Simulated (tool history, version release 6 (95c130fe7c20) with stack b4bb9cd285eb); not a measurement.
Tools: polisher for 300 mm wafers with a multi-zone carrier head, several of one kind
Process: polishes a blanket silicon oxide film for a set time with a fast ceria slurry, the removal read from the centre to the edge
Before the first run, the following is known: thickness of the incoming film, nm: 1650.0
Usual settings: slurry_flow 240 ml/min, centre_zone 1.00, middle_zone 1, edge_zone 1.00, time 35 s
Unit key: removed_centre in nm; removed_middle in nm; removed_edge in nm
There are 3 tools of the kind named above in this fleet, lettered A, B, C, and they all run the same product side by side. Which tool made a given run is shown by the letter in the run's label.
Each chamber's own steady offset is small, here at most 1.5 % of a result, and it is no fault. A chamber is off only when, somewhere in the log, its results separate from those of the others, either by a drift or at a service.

| run | hour | slurry_flow | centre_zone | middle_zone | edge_zone | time | wafers polished on this pad | hours since the slurry nozzle was cleaned | hours since the centre zone pressure was calibrated | hours since the edge zone pressure was calibrated | removed_centre | removed_middle | removed_edge |
|---|---|---|---|---|---|---|---|---|---|---|---|---|---|
| 1A | 9.0 | 240 | 1.00 | 1 | 1.00 | 35 | 284 | 661.9 | 57.4 | 256.2 | 534.55 | 533.98 | 532.09 |
| 2B | 17.9 | 240 | 1.00 | 1 | 1.00 | 35 | 551 | 160.3 | 95.0 | 303.0 | 535.06 | 532.79 | 512.18 |
|  | 21.0 | chamber C: worn pad replaced by a new one |
|  | 29.7 | chamber C: edge zone pressure recalibrated |
| 3C | 29.7 | 240 | 1.00 | 1 | 1.00 | 35 | 86 | 114.9 | 933.6 | 0.1 | 526.81 | 530.49 | 537.05 |
| 4B | 37.7 | 240 | 1.00 | 1 | 1.00 | 35 | 747 | 180.1 | 114.8 | 322.8 | 538.55 | 530.24 | 527.27 |
| 5A | 50.8 | 240 | 1.00 | 1 | 1.00 | 35 | 698 | 703.7 | 99.2 | 298.0 | 532.45 | 535.95 | 534.53 |
| 6C | 63.0 | 240 | 1.00 | 1 | 1.00 | 35 | 416 | 148.2 | 966.9 | 33.4 | 525.96 | 532.47 | 529.04 |
| 7B | 72.0 | 240 | 1.00 | 1 | 1.00 | 35 | 1087 | 214.4 | 149.1 | 357.1 | 539.05 | 514.82 | 518.49 |
| 8A | 84.7 | 240 | 1.00 | 1 | 1.00 | 35 | 1034 | 737.6 | 133.1 | 331.9 | 531.41 | 530.11 | 532.88 |
| 9C | 93.4 | 240 | 1.00 | 1 | 1.00 | 35 | 717 | 178.6 | 997.3 | 63.8 | 532.66 | 525.02 | 528.62 |
|  | 93.9 | chamber B: worn pad replaced by a new one |
| 10A | 99.6 | 240 | 1.07 | 1 | 1.00 | 35 | 1182 | 752.5 | 148.0 | 346.8 | 569.12 | 533.63 | 525.24 |
| 11C | 108.2 | 240 | 1.07 | 1 | 1.00 | 35 | 864 | 193.4 | 1012.1 | 78.6 | 571.21 | 528.15 | 526.44 |
| 12B | 116.3 | 240 | 1.07 | 1 | 1.00 | 35 | 222 | 258.7 | 193.4 | 401.4 | 577.55 | 540.84 | 528.49 |
|  | 128.7 | chamber B: slurry nozzle cleaned |
| 13A | 129.6 | 240 | 1.00 | 1 | 1.00 | 35 | 1479 | 782.5 | 178.0 | 376.8 | 530.66 | 521.57 | 534.06 |
|  | 134.7 | chamber C: slurry nozzle cleaned |
|  | 139.6 | chamber A: worn pad replaced by a new one |
| 14B | 140.0 | 240 | 1.00 | 1 | 1.00 | 35 | 456 | 11.4 | 217.1 | 425.1 | 531.53 | 533.28 | 523.62 |
| 15C | 152.7 | 240 | 1.00 | 1 | 1.00 | 35 | 1305 | 18.0 | 1056.6 | 123.1 | 529.49 | 523.35 | 535.10 |
|  | 159.7 | chamber C: worn pad replaced by a new one |
| 16B | 160.4 | 240 | 1.00 | 1 | 1.00 | 35 | 659 | 31.8 | 237.5 | 445.5 | 534.26 | 536.46 | 520.03 |
|  | 165.6 | chamber A: edge zone pressure recalibrated |
| 17A | 172.5 | 240 | 1.00 | 1 | 1.00 | 35 | 326 | 825.4 | 220.9 | 6.9 | 532.73 | 533.65 | 521.52 |
|  | 174.5 | chamber C: centre zone pressure recalibrated |
| 18C | 180.9 | 240 | 1.00 | 1 | 1.00 | 35 | 210 | 46.2 | 6.5 | 151.3 | 569.25 | 529.05 | 524.22 |
| 19A | 188.1 | 240 | 1.00 | 1 | 1.00 | 35 | 481 | 841.0 | 236.5 | 22.5 | 534.98 | 525.49 | 533.08 |
| 20B | 194.0 | 240 | 0.91 | 1 | 1.06 | 35 | 992 | 65.4 | 271.1 | 479.1 | 486.66 | 530.44 | 547.17 |
| 21C | 203.0 | 240 | 0.91 | 1 | 1.06 | 35 | 429 | 68.3 | 28.6 | 173.4 | 514.60 | 515.69 | 551.73 |
| 22B | 215.8 | 240 | 0.91 | 1 | 1.06 | 35 | 1208 | 87.2 | 292.9 | 500.9 | 482.29 | 528.88 | 544.09 |
| 23A | 228.4 | 240 | 1.00 | 1 | 1.00 | 35 | 880 | 881.3 | 276.8 | 62.8 | 537.26 | 543.47 | 536.40 |
|  | 230.1 | chamber A: slurry nozzle cleaned |
| 24C | 240.1 | 240 | 1.00 | 1 | 1.00 | 35 | 797 | 105.4 | 65.7 | 210.5 | 563.45 | 532.63 | 521.99 |
| 25A | 247.8 | 240 | 1.00 | 1 | 1.00 | 35 | 1073 | 17.8 | 296.2 | 82.2 | 530.05 | 536.41 | 535.68 |
|  | 256.3 | chamber B: worn pad replaced by a new one |
| 26C | 259.0 | 240 | 1.00 | 1 | 1.00 | 35 | 984 | 124.3 | 84.6 | 229.4 | 574.16 | 522.88 | 529.12 |
| 27B | 272.8 | 240 | 1.00 | 1 | 0.92 | 45 | 164 | 144.2 | 349.9 | 557.9 | 686.99 | 671.22 | 646.54 |
|  | 272.9 | chamber A: worn pad replaced by a new one |
| 28A | 283.8 | 240 | 1.00 | 1 | 0.92 | 45 | 108 | 53.8 | 332.2 | 118.2 | 677.72 | 678.24 | 657.50 |
| 29B | 291.2 | 240 | 1.00 | 1 | 0.92 | 45 | 346 | 162.6 | 368.3 | 576.3 | 684.18 | 684.06 | 634.58 |
| 30C | 301.9 | 175 | 1.00 | 1 | 1.09 | 35 | 1409 | 167.2 | 127.5 | 272.3 | 541.02 | 498.09 | 539.72 |

Next, all 3 chambers run the settings below, one line each with question marks for the results. What does each chamber give?
| 31A | 311.8 | 240 | 1.00 | 1 | 0.95 | 35 |  |  |  |  | ? | ? | ? |
| 31B | 311.8 | 240 | 1.00 | 1 | 0.95 | 35 |  |  |  |  | ? | ? | ? |
| 31C | 311.8 | 240 | 1.00 | 1 | 0.95 | 35 |  |  |  |  | ? | ? | ? |

| run | removed_centre | removed_middle | removed_edge |
|---|---|---|---|
| 31A | 531.52 | 532.84 | 505.87 |
| 31B | 529.53 | 524.03 | 525.80 |
| 31C | 573.39 | 537.77 | 510.10 |

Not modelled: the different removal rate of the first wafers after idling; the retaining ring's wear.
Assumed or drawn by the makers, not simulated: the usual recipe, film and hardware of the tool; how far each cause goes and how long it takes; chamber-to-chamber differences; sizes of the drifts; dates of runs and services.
